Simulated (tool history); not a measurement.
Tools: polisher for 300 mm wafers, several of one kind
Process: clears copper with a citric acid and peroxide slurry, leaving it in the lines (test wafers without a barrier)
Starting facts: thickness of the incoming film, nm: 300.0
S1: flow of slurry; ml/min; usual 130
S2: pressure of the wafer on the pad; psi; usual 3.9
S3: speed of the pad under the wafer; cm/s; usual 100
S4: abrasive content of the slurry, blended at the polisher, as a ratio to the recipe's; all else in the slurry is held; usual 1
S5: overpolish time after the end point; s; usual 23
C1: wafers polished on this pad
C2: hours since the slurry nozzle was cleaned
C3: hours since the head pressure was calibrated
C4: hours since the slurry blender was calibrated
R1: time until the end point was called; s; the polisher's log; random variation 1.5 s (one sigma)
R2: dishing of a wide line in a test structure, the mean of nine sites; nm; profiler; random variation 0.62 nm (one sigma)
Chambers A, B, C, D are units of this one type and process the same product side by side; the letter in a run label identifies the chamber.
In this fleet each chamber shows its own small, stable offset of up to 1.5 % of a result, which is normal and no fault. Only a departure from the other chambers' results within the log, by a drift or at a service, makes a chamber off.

run,hour,S1,S2,S3,S4,S5,C1,C2,C3,C4,R1,R2
# hour 3.9: chamber D: worn pad replaced by a new one
1B,6.0,130,3.9,100,1,23,833,192.9,189.4,52.4,104.790,43.805
2D,13.7,130,3.9,100,1,23,76,36.5,67.6,258.7,107.460,44.887
3C,19.3,130,3.9,100,1,23,254,759.7,562.4,185.5,104.720,44.209
# hour 21.3: chamber A: worn pad replaced by a new one
4A,23.8,130,3.9,100,1,23,19,544.3,240.2,54.9,104.970,44.223
5B,29.0,130,3.9,100,1,23,1010,215.9,212.4,75.4,106.540,44.063
6A,37.1,130,3.9,100,1,23,121,557.6,253.5,68.2,108.190,43.641
7D,45.3,130,3.9,118,1,29,319,68.1,99.2,290.3,91.329,60.466
8C,50.0,130,3.9,118,1,29,490,790.4,593.1,216.2,91.382,61.338
9A,58.1,130,3.9,118,1,29,283,578.6,274.5,89.2,88.384,61.117
# hour 63.4: chamber B: worn pad replaced by a new one
10B,65.2,130,3.9,118,1,29,14,252.1,248.6,111.6,89.908,58.820
11C,71.9,130,3.9,100,1,23,659,812.3,615.0,238.1,108.030,43.183
12D,76.1,130,3.9,100,1,23,556,98.9,130.0,321.1,104.540,44.518
# hour 81.5: chamber C: slurry nozzle cleaned
13C,83.1,130,3.9,100,1,23,745,1.7,626.2,249.3,104.800,43.845
14A,89.0,130,3.9,100,1,23,521,609.5,305.4,120.1,106.970,44.965
15B,93.1,130,3.9,100,1,23,229,280.0,276.5,139.5,104.490,43.061
# hour 93.4: chamber B: slurry nozzle cleaned
# hour 94.8: chamber C: head pressure recalibrated
# hour 97.1: chamber D: slurry blender recalibrated
16D,97.3,130,3.9,100,1,23,720,120.1,151.2,0.2,103.510,43.282
17D,101.4,130,3.9,100,1,23,751,124.2,155.3,4.3,107.520,44.659
18C,108.4,130,3.9,100,1,23,940,27.0,13.7,274.6,110.890,42.961
# hour 113.6: chamber D: worn pad replaced by a new one
19B,116.1,130,3.9,100,1,23,406,22.7,299.5,162.5,106.760,43.432
20A,121.9,130,3.9,100,1,23,775,642.4,338.3,153.0,108.510,42.852
21C,128.7,130,3.9,100,1,23,1096,47.3,34.0,294.9,112.570,41.952
22D,136.7,130,3.9,100,1,23,178,159.5,190.6,39.6,105.140,44.828
23A,145.0,130,3.9,100,1,23,953,665.5,361.4,176.1,103.010,43.182
24B,149.9,130,5.2,120,1,23,666,56.5,333.3,196.3,66.317,64.365
25D,154.1,130,5.2,120,1,23,312,176.9,208.0,57.0,67.919,64.649
26B,158.1,130,5.2,120,1,23,730,64.7,341.5,204.5,66.948,62.546
27A,161.8,130,5.2,120,1,23,1082,682.3,378.2,192.9,65.262,63.611
28C,166.0,130,3.9,100,1,23,1384,84.6,71.3,332.2,114.190,42.435
29C,173.9,130,3.9,100,1,32,1445,92.5,79.2,340.1,113.150,52.524
30D,181.6,130,3.9,100,1,32,524,204.4,235.5,84.5,105.370,58.141

Which is it: a chamber that has drifted or been left off by a service, a gauge drift common to all chambers, or only each chamber's usual small offset? If a chamber is off, name it and its likeliest cause.

It is chamber C that slowly wanders off from its peers.
Cause: removal rate lost through wear of the pad, % = 9.54.
The log may not tell that from: abrasive missing from the slurry, %.

Chamber C could run next with any of the 4 candidate recipes listed below; each alters the usual settings, and their results appear as question marks. Which one brings its results back in line with what the other chambers deliver on the usual settings?
Maximum distance from the other chambers' mean on the usual settings for a result to count as in line: R1 5.300 s; R2 2.200 nm
31C-1,187.5,130,3.7,96,1,23,,,,,?,?
31C-2,187.5,130,3.5,90,1,24,,,,,?,?
31C-3,187.5,130,4.1,104,1,23,,,,,?,?
31C-4,187.5,130,4.3,110,1,22,,,,,?,?

What the other chambers average on the usual settings: R1 105.850 s; R2 43.689 nm
run,R1,R2
31C-1,128.760,37.425
31C-2,144.830,35.008
31C-3,107.610,43.755
31C-4,97.158,45.999
With 31C-3, the chamber falls back in line with the rest.
